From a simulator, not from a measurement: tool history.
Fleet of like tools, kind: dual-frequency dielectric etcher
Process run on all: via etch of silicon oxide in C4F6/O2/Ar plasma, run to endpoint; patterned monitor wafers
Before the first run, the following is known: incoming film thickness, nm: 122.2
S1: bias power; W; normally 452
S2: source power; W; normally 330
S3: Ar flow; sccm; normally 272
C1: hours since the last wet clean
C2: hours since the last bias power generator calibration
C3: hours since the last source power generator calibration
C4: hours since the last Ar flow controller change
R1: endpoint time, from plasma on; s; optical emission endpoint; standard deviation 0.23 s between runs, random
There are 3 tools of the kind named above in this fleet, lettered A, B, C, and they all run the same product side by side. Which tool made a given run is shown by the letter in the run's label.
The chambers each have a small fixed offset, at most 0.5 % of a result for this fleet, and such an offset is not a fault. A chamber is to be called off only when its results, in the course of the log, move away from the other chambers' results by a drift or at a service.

run   hour   S1   S2   S3     C1      C2      C3      C4      R1
 1B   10.4  452  330  272   38.8   145.2  1147.4   185.6  29.709
 2A   16.9  452  330  272  111.5  3587.0  1172.0  1777.1  29.575
 3C   26.4  452  330  272  553.6  1664.3   167.8  1616.5  29.623
 4B   37.4  452  330  272   65.8   172.2  1174.4   212.6  29.772
 5A   49.3  452  330  272  143.9  3619.4  1204.4  1809.5  29.315
 6C   62.6  452  330  272  589.8  1700.5   204.0  1652.7  29.670
 7B   70.1  452  330  272   98.5   204.9  1207.1   245.3  29.625
 8C   76.5  452  330  272  603.7  1714.4   217.9  1666.6  29.514
 9A   84.3  452  330  272  178.9  3654.4  1239.4  1844.5  30.045
10A   95.7  415  390  272  190.3  3665.8  1250.8  1855.9  29.290
11C  108.6  415  390  272  635.8  1746.5   250.0  1698.7  28.268
12B  115.9  415  390  272  144.3   250.7  1252.9   291.1  29.256
13B  128.0  452  330  272  156.4   262.8  1265.0   303.2  29.663
14C  137.1  452  330  272  664.3  1775.0   278.5  1727.2  28.852
     138.3  -- chamber C: wet clean of the chamber
15A  145.3  397  330  245  239.9  3715.4  1300.4  1905.5  30.905
16A  151.6  397  330  245  246.2  3721.7  1306.7  1911.8  31.465
17C  165.1  397  330  245   26.8  1803.0   306.5  1755.2  31.065
18B  174.3  452  330  272  202.7   309.1  1311.3   349.5  29.829
19C  184.3  452  330  272   46.0  1822.2   325.7  1774.4  29.399
20A  191.3  452  330  272  285.9  3761.4  1346.4  1951.5  30.075
21B  202.4  452  330  272  230.8   337.2  1339.4   377.6  29.924
22B  214.3  452  330  272  242.7   349.1  1351.3   389.5  29.920
23C  223.5  452  330  272   85.2  1861.4   364.9  1813.6  29.756
24A  234.0  452  330  272  328.6  3804.1  1389.1  1994.2  30.686
     235.3  -- chamber A: Ar flow controller replaced
25A  246.8  452  330  272  341.4  3816.9  1401.9    11.5  30.733
26C  255.6  452  330  272  117.3  1893.5   397.0  1845.7  29.588
27B  262.5  452  330  272  290.9   397.3  1399.5   437.7  29.459
28A  271.0  452  330  272  365.6  3841.1  1426.1    35.7  30.830
29C  281.9  452  330  272  143.6  1919.8   423.3  1872.0  30.118

Has any chamber moved away from the others, gradually or after a service, or does the common gauge drift, or do the chambers differ only by their own small steady offsets? State the chamber and the most likely cause if one applies.

Chamber A drifts away from the others.
Likeliest cause: etch rate under this chamber's usual, % = 4.65.

Which of the 4 candidates below, each the usual settings with something changed and its results left as question marks, puts chamber A back in line with what the other chambers give on the usual settings?
In line here means within this much of the mean the other chambers give on the usual settings: R1 0.790 s
30A-1  291.8  452  260  272                   ?
30A-2  291.8  559  330  272                   ?
30A-3  291.8  478  350  272                   ?
30A-4  291.8  427  310  276                   ?

Average result of the remaining chambers running the usual settings: R1 29.749 s
  run      R1
30A-1  34.062
30A-2  28.713
30A-3  29.830
30A-4  32.632
The answer is 30A-3, which returns the chamber to within the allowed miss of the others.
